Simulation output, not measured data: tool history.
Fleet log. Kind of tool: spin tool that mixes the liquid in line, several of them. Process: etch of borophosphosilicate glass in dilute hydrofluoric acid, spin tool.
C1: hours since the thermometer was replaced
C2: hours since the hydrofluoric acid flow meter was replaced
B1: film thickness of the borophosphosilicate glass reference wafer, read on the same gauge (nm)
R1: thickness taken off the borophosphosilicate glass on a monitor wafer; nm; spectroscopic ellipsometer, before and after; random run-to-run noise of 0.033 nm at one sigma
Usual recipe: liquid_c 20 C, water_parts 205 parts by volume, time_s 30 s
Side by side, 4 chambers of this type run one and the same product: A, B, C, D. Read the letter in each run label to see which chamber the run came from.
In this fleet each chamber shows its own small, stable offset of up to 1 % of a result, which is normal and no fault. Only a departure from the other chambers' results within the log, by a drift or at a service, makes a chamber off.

{"hour": 5.4, "done": "chamber D: hydrofluoric acid flow meter replaced"}
{"run": "1C", "hour": 6.2, "liquid_c": 20, "water_parts": 205, "time_s": 30, "C1": 647.6, "C2": 361.8, "B1": 90, "R1": 4.3406}
{"run": "2D", "hour": 10.3, "liquid_c": 20, "water_parts": 205, "time_s": 30, "C1": 749.6, "C2": 4.9, "B1": 89.972, "R1": 4.3505}
{"run": "3A", "hour": 15.9, "liquid_c": 20, "water_parts": 205, "time_s": 30, "C1": 307.4, "C2": 1089.2, "B1": 89.994, "R1": 4.3697}
{"run": "4B", "hour": 18.8, "liquid_c": 20, "water_parts": 205, "time_s": 30, "C1": 1859, "C2": 764.7, "B1": 90.015, "R1": 4.2401}
{"run": "5C", "hour": 22.2, "liquid_c": 20, "water_parts": 205, "time_s": 30, "C1": 663.6, "C2": 377.8, "B1": 90.018, "R1": 4.3965}
{"run": "6A", "hour": 27.5, "liquid_c": 20, "water_parts": 205, "time_s": 30, "C1": 319, "C2": 1100.8, "B1": 90.001, "R1": 4.3333}
{"run": "7B", "hour": 33.1, "liquid_c": 20, "water_parts": 205, "time_s": 30, "C1": 1873.3, "C2": 779, "B1": 89.977, "R1": 4.3163}
{"run": "8D", "hour": 38.7, "liquid_c": 20, "water_parts": 205, "time_s": 30, "C1": 778, "C2": 33.3, "B1": 89.962, "R1": 4.3046}
{"run": "9A", "hour": 44.8, "liquid_c": 20, "water_parts": 205, "time_s": 45, "C1": 336.3, "C2": 1118.1, "B1": 89.994, "R1": 6.484}
{"run": "10D", "hour": 48.3, "liquid_c": 20, "water_parts": 205, "time_s": 45, "C1": 787.6, "C2": 42.9, "B1": 90.004, "R1": 6.4561}
{"run": "11B", "hour": 54.0, "liquid_c": 20, "water_parts": 205, "time_s": 45, "C1": 1894.2, "C2": 799.9, "B1": 90.028, "R1": 6.374}
{"run": "12C", "hour": 60.3, "liquid_c": 20, "water_parts": 205, "time_s": 45, "C1": 701.7, "C2": 415.9, "B1": 89.96, "R1": 6.5411}
{"run": "13C", "hour": 65.2, "liquid_c": 20, "water_parts": 205, "time_s": 30, "C1": 706.6, "C2": 420.8, "B1": 89.994, "R1": 4.3681}
{"run": "14A", "hour": 68.0, "liquid_c": 20, "water_parts": 205, "time_s": 30, "C1": 359.5, "C2": 1141.3, "B1": 89.991, "R1": 4.348}
{"run": "15D", "hour": 71.8, "liquid_c": 20, "water_parts": 205, "time_s": 30, "C1": 811.1, "C2": 66.4, "B1": 89.977, "R1": 4.3222}
{"run": "16B", "hour": 76.4, "liquid_c": 20, "water_parts": 205, "time_s": 30, "C1": 1916.6, "C2": 822.3, "B1": 90.002, "R1": 4.294}
{"run": "17D", "hour": 81.5, "liquid_c": 20, "water_parts": 205, "time_s": 30, "C1": 820.8, "C2": 76.1, "B1": 90.025, "R1": 4.3487}
{"run": "18C", "hour": 86.0, "liquid_c": 20, "water_parts": 205, "time_s": 30, "C1": 727.4, "C2": 441.6, "B1": 90.01, "R1": 4.3195}
{"run": "19B", "hour": 91.4, "liquid_c": 20, "water_parts": 205, "time_s": 30, "C1": 1931.6, "C2": 837.3, "B1": 89.982, "R1": 4.2876}
{"run": "20A", "hour": 96.4, "liquid_c": 17, "water_parts": 205, "time_s": 30, "C1": 387.9, "C2": 1169.7, "B1": 89.952, "R1": 3.8598}
{"run": "21C", "hour": 100.8, "liquid_c": 17, "water_parts": 205, "time_s": 30, "C1": 742.2, "C2": 456.4, "B1": 90.009, "R1": 3.7605}
{"run": "22B", "hour": 104.5, "liquid_c": 17, "water_parts": 205, "time_s": 30, "C1": 1944.7, "C2": 850.4, "B1": 90.026, "R1": 3.8533}
{"run": "23D", "hour": 110.5, "liquid_c": 17, "water_parts": 205, "time_s": 30, "C1": 849.8, "C2": 105.1, "B1": 90.007, "R1": 3.8679}
{"run": "24A", "hour": 114.9, "liquid_c": 20, "water_parts": 205, "time_s": 30, "C1": 406.4, "C2": 1188.2, "B1": 89.997, "R1": 4.3027}
{"run": "25A", "hour": 120.5, "liquid_c": 20, "water_parts": 110, "time_s": 20, "C1": 412, "C2": 1193.8, "B1": 89.977, "R1": 6.0838}
{"run": "26C", "hour": 124.4, "liquid_c": 20, "water_parts": 110, "time_s": 20, "C1": 765.8, "C2": 480, "B1": 90, "R1": 5.846}
{"run": "27D", "hour": 127.3, "liquid_c": 20, "water_parts": 110, "time_s": 20, "C1": 866.6, "C2": 121.9, "B1": 90.006, "R1": 5.9561}
{"run": "28B", "hour": 132.6, "liquid_c": 20, "water_parts": 110, "time_s": 20, "C1": 1972.8, "C2": 878.5, "B1": 90.021, "R1": 5.8492}
{"run": "29A", "hour": 135.9, "liquid_c": 20, "water_parts": 205, "time_s": 30, "C1": 427.4, "C2": 1209.2, "B1": 89.988, "R1": 4.3222}
{"run": "30C", "hour": 139.4, "liquid_c": 20, "water_parts": 295, "time_s": 45, "C1": 780.8, "C2": 495, "B1": 90.03, "R1": 4.2029}
{"run": "31D", "hour": 144.0, "liquid_c": 20, "water_parts": 295, "time_s": 45, "C1": 883.3, "C2": 138.6, "B1": 90.018, "R1": 4.1786}

Each of the 4 chambers runs these same settings next. Fill in every chamber's results:
{"run": "32A", "hour": 148.5, "liquid_c": 20, "water_parts": 205, "time_s": 30, "R1": "?"}
{"run": "32B", "hour": 148.5, "liquid_c": 20, "water_parts": 205, "time_s": 30, "R1": "?"}
{"run": "32C", "hour": 148.5, "liquid_c": 20, "water_parts": 205, "time_s": 30, "R1": "?"}
{"run": "32D", "hour": 148.5, "liquid_c": 20, "water_parts": 205, "time_s": 30, "R1": "?"}

run=32A R1=4.3332
run=32B R1=4.3053
run=32C R1=4.3312
run=32D R1=4.3496
